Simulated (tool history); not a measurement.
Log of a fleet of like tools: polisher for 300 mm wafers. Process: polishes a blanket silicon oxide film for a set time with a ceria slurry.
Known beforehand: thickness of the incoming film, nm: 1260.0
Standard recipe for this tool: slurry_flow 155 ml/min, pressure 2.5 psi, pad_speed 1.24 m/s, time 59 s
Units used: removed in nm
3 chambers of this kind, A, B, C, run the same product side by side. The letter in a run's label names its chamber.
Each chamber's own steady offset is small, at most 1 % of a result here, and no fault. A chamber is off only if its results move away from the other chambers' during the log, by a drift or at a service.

{"run": "1A", "hour": 2.4, "slurry_flow": 155, "pressure": 2.5, "pad_speed": 1.24, "time": 59, "removed": 252.9}
{"run": "2C", "hour": 6.6, "slurry_flow": 155, "pressure": 2.5, "pad_speed": 1.24, "time": 59, "removed": 255.1}
{"run": "3B", "hour": 9.2, "slurry_flow": 155, "pressure": 2.5, "pad_speed": 1.24, "time": 59, "removed": 248.56}
{"run": "4A", "hour": 13.1, "slurry_flow": 155, "pressure": 2.5, "pad_speed": 1.24, "time": 59, "removed": 255.31}
{"run": "5B", "hour": 16.6, "slurry_flow": 155, "pressure": 2.5, "pad_speed": 1.24, "time": 59, "removed": 261.6}
{"hour": 17.2, "done": "chamber B: worn pad replaced by a new one"}
{"run": "6C", "hour": 20.8, "slurry_flow": 155, "pressure": 2.5, "pad_speed": 1.24, "time": 59, "removed": 251.27}
{"run": "7B", "hour": 24.1, "slurry_flow": 155, "pressure": 2.5, "pad_speed": 1.24, "time": 59, "removed": 257.28}
{"run": "8C", "hour": 26.2, "slurry_flow": 155, "pressure": 2.5, "pad_speed": 1.24, "time": 59, "removed": 251.33}
{"run": "9A", "hour": 30.8, "slurry_flow": 155, "pressure": 2.5, "pad_speed": 0.82, "time": 45, "removed": 129.95}
{"run": "10A", "hour": 32.9, "slurry_flow": 155, "pressure": 2.5, "pad_speed": 0.82, "time": 45, "removed": 130.1}
{"run": "11B", "hour": 36.9, "slurry_flow": 155, "pressure": 2.5, "pad_speed": 0.82, "time": 45, "removed": 127.74}
{"run": "12C", "hour": 40.0, "slurry_flow": 155, "pressure": 2.5, "pad_speed": 1.24, "time": 59, "removed": 252.8}
{"run": "13C", "hour": 42.7, "slurry_flow": 155, "pressure": 3.2, "pad_speed": 1.24, "time": 59, "removed": 323.88}
{"run": "14B", "hour": 46.9, "slurry_flow": 155, "pressure": 3.2, "pad_speed": 1.24, "time": 59, "removed": 329.98}
{"run": "15A", "hour": 50.5, "slurry_flow": 155, "pressure": 3.2, "pad_speed": 1.24, "time": 59, "removed": 324.81}
{"run": "16A", "hour": 54.6, "slurry_flow": 155, "pressure": 2.5, "pad_speed": 1.24, "time": 59, "removed": 255.42}
{"run": "17C", "hour": 59.2, "slurry_flow": 155, "pressure": 2.5, "pad_speed": 1.24, "time": 59, "removed": 259.22}
{"run": "18B", "hour": 63.3, "slurry_flow": 155, "pressure": 2.5, "pad_speed": 1.24, "time": 59, "removed": 256.17}
{"run": "19B", "hour": 66.4, "slurry_flow": 155, "pressure": 2.5, "pad_speed": 1.24, "time": 59, "removed": 256.66}
{"run": "20A", "hour": 70.4, "slurry_flow": 155, "pressure": 2.5, "pad_speed": 1.24, "time": 59, "removed": 253.43}
{"run": "21C", "hour": 73.8, "slurry_flow": 155, "pressure": 2.5, "pad_speed": 1.24, "time": 59, "removed": 258.87}
{"run": "22A", "hour": 75.9, "slurry_flow": 155, "pressure": 2.5, "pad_speed": 1.24, "time": 59, "removed": 251.68}
{"run": "23B", "hour": 78.7, "slurry_flow": 155, "pressure": 2.5, "pad_speed": 1.24, "time": 59, "removed": 254.45}
{"run": "24C", "hour": 81.5, "slurry_flow": 155, "pressure": 2.5, "pad_speed": 1.24, "time": 59, "removed": 258.59}
{"hour": 85.5, "done": "chamber C: worn pad replaced by a new one"}
{"run": "25C", "hour": 85.8, "slurry_flow": 155, "pressure": 2.5, "pad_speed": 1.24, "time": 59, "removed": 256.3}
{"hour": 87.1, "done": "chamber A: worn pad replaced by a new one"}
{"run": "26A", "hour": 89.6, "slurry_flow": 155, "pressure": 2.9, "pad_speed": 1.24, "time": 79, "removed": 384.41}
{"run": "27B", "hour": 92.3, "slurry_flow": 155, "pressure": 2.9, "pad_speed": 1.24, "time": 79, "removed": 393.01}
{"run": "28C", "hour": 96.4, "slurry_flow": 155, "pressure": 2.9, "pad_speed": 1.24, "time": 79, "removed": 397.81}
{"run": "29B", "hour": 100.5, "slurry_flow": 200, "pressure": 2.5, "pad_speed": 1.58, "time": 59, "removed": 334.24}
{"run": "30A", "hour": 102.7, "slurry_flow": 200, "pressure": 2.5, "pad_speed": 1.58, "time": 59, "removed": 323.89}
{"run": "31B", "hour": 106.7, "slurry_flow": 200, "pressure": 2.5, "pad_speed": 1.58, "time": 59, "removed": 333.29}
{"run": "32C", "hour": 111.2, "slurry_flow": 155, "pressure": 2.5, "pad_speed": 1.24, "time": 59, "removed": 261.55}
{"run": "33A", "hour": 114.9, "slurry_flow": 155, "pressure": 2.5, "pad_speed": 1.24, "time": 59, "removed": 239.69}
{"run": "34C", "hour": 118.9, "slurry_flow": 155, "pressure": 2.5, "pad_speed": 1.24, "time": 59, "removed": 258.5}
{"run": "35B", "hour": 121.9, "slurry_flow": 155, "pressure": 2.5, "pad_speed": 1.24, "time": 59, "removed": 254.78}
{"run": "36A", "hour": 125.4, "slurry_flow": 155, "pressure": 2.5, "pad_speed": 1.24, "time": 59, "removed": 241.72}

Read the log: is a single chamber off, either drifting away or since a service, is the gauge that measures every chamber drifting, or is nothing wrong beyond small per-chamber offsets? Name any odd chamber and what most likely caused it.

Chamber A drifts away from the others.
Cause: slurry flow missing at the pad, % = 28.5.
With only this log, it may be confused with: head's pressure below its setpoint, %.

Which of the 4 candidates below, each the usual settings with something changed and its results left as question marks, puts chamber A back in line with what the other chambers give on the usual settings?
In-line tolerance around the mean of the other chambers on the usual settings: removed 11.00 nm
{"run": "37A-1", "hour": 128.8, "slurry_flow": 155, "pressure": 2.5, "pad_speed": 1.3, "time": 59, "removed": "?"}
{"run": "37A-2", "hour": 128.8, "slurry_flow": 155, "pressure": 2.4, "pad_speed": 1.22, "time": 58, "removed": "?"}
{"run": "37A-3", "hour": 128.8, "slurry_flow": 155, "pressure": 2.6, "pad_speed": 1.3, "time": 62, "removed": "?"}
{"run": "37A-4", "hour": 128.8, "slurry_flow": 150, "pressure": 2.5, "pad_speed": 1.08, "time": 59, "removed": "?"}

On the usual settings, the other chambers give on average: removed 255.67 nm
run=37A-1 removed=253.39
run=37A-2 removed=224.52
run=37A-3 removed=276.91
run=37A-4 removed=209.17
Change 37A-1 lands the chamber within the allowed miss of the other chambers.
